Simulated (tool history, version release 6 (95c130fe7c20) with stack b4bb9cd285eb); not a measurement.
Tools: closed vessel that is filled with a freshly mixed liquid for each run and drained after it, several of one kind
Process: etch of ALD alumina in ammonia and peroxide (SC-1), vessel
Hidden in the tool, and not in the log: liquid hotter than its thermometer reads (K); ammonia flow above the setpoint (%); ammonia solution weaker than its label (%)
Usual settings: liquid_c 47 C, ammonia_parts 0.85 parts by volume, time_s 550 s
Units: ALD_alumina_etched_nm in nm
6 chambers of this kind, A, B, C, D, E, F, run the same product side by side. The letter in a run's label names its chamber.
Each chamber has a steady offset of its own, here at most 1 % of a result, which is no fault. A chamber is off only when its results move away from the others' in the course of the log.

run   hour  liquid_c  ammonia_parts  time_s  hours since the thermometer was replaced  hours since the ammonia flow meter was replaced  hours since the drum of ammonia solution was connected  read-back film thickness of the ALD alumina reference wafer, read on the same gauge (nm)  ALD_alumina_etched_nm
 1A    5.6        47           0.85     550                                       383                                            500.9                                                  1247.1                                                                                    69.992                 38.882
 2E   16.2        47           0.85     550                                     408.6                                            207.8                                                   843.5                                                                                    69.955                 38.532
 3C     26        47           0.85     550                                       207                                            467.6                                                   205.3                                                                                    69.985                 38.889
        31  -- chamber A: new drum of ammonia solution connected
 4F   35.8        47           0.85     550                                     628.6                                           2563.5                                                     190                                                                                    69.995                 38.601
 5D   45.9        47           0.85     550                                     526.2                                             1738                                                   248.7                                                                                    70.015                 38.603
 6B   56.1        47           0.85     550                                     156.4                                           1491.5                                                   549.2                                                                                     69.97                 39.415
 7E     68        47           0.85     550                                     460.4                                            259.6                                                   895.3                                                                                    70.024                  38.48
 8A   75.9        47           0.85     550                                     453.3                                            571.2                                                    44.9                                                                                    70.003                 38.867
      76.6  -- chamber A: ammonia flow meter replaced
      78.3  -- chamber B: ammonia flow meter replaced
 9F   88.1        47           0.85     550                                     680.9                                           2615.8                                                   242.3                                                                                    70.014                 39.042
10D   96.2        47           0.85     550                                     576.5                                           1788.3                                                     299                                                                                    70.017                 39.129
11C  102.2        47           0.85     550                                     283.2                                            543.8                                                   281.5                                                                                    69.996                 38.507
12B  110.4        47           0.85     550                                     210.7                                             32.2                                                   603.5                                                                                    69.986                 39.003
13C  116.2        47           0.85     550                                     297.2                                            557.8                                                   295.5                                                                                     69.98                 38.889
14F    124        38            0.6     550                                     716.8                                           2651.7                                                   278.2                                                                                    70.004                 22.195
       133  -- chamber F: ammonia flow meter replaced
15E  135.5        38            0.6     550                                     527.9                                            327.1                                                   962.8                                                                                     69.99                 21.854
16D  146.2        38            0.6     550                                     626.5                                           1838.3                                                     349                                                                                    70.018                 22.151
17A  158.5        38            0.6     550                                     535.9                                               82                                                   127.5                                                                                    70.001                 22.326
18B  167.2        38            0.6     550                                     267.5                                               89                                                   660.3                                                                                    70.017                 22.211
19F  176.5        38            0.6     550                                     769.3                                             43.5                                                   330.7                                                                                    69.983                 22.058
20E  183.8        47            0.6     240                                     576.2                                            375.4                                                  1011.1                                                                                    70.006                 16.403
     188.7  -- chamber E: new drum of ammonia solution connected
21A  190.3        47            0.6     240                                     567.7                                            113.8                                                   159.3                                                                                        70                 16.538
22C  197.7        47            0.6     240                                     378.7                                            639.3                                                     377                                                                                    70.012                 16.006
23B  206.2        47            0.6     240                                     306.5                                              128                                                   699.3                                                                                    69.984                  16.55
24D  217.3        47            0.6     240                                     697.6                                           1909.4                                                   420.1                                                                                    70.001                 16.434
25F  223.8        47            0.6     240                                     816.6                                             90.8                                                     378                                                                                    70.035                 16.537
26B  234.7        47           0.85     550                                       335                                            156.5                                                   727.8                                                                                    69.997                 38.112
27D  241.1        47           0.85     550                                     721.4                                           1933.2                                                   443.9                                                                                    70.002                 38.945
     248.2  -- chamber C: new drum of ammonia solution connected
28C  251.8        47           0.85     550                                     432.8                                            693.4                                                     3.6                                                                                    70.003                 39.137
29A  262.9        47           0.85     550                                     640.3                                            186.4                                                   231.9                                                                                    69.947                 38.722
     264.9  -- chamber D: new drum of ammonia solution connected
30E  268.5        47           0.85     550                                     660.9                                            460.1                                                    79.8                                                                                    70.041                 39.636
31D  277.2        47           0.85     550                                     757.5                                           1969.3                                                    12.3                                                                                    70.025                  39.12
32F  288.1        47           0.65     550                                     880.9                                            155.1                                                   442.3                                                                                    69.991                 37.873
33A  294.5        47           0.65     550                                     671.9                                              218                                                   263.5                                                                                    70.012                 37.655
34B  304.3        47           0.65     550                                     404.6                                            226.1                                                   797.4                                                                                    70.014                 37.609
35C  312.2        47           0.65     550                                     493.2                                            753.8                                                      64                                                                                    69.973                  38.16
36E  319.2        47           0.65     550                                     711.6                                            510.8                                                   130.5                                                                                    69.974                 37.665

Is one chamber off against the others, does the gauge drift, or is nothing wrong? If a chamber is off, say which, and what the likeliest cause is.

No chamber stands off beyond its own small offset, and the gauge holds steady.

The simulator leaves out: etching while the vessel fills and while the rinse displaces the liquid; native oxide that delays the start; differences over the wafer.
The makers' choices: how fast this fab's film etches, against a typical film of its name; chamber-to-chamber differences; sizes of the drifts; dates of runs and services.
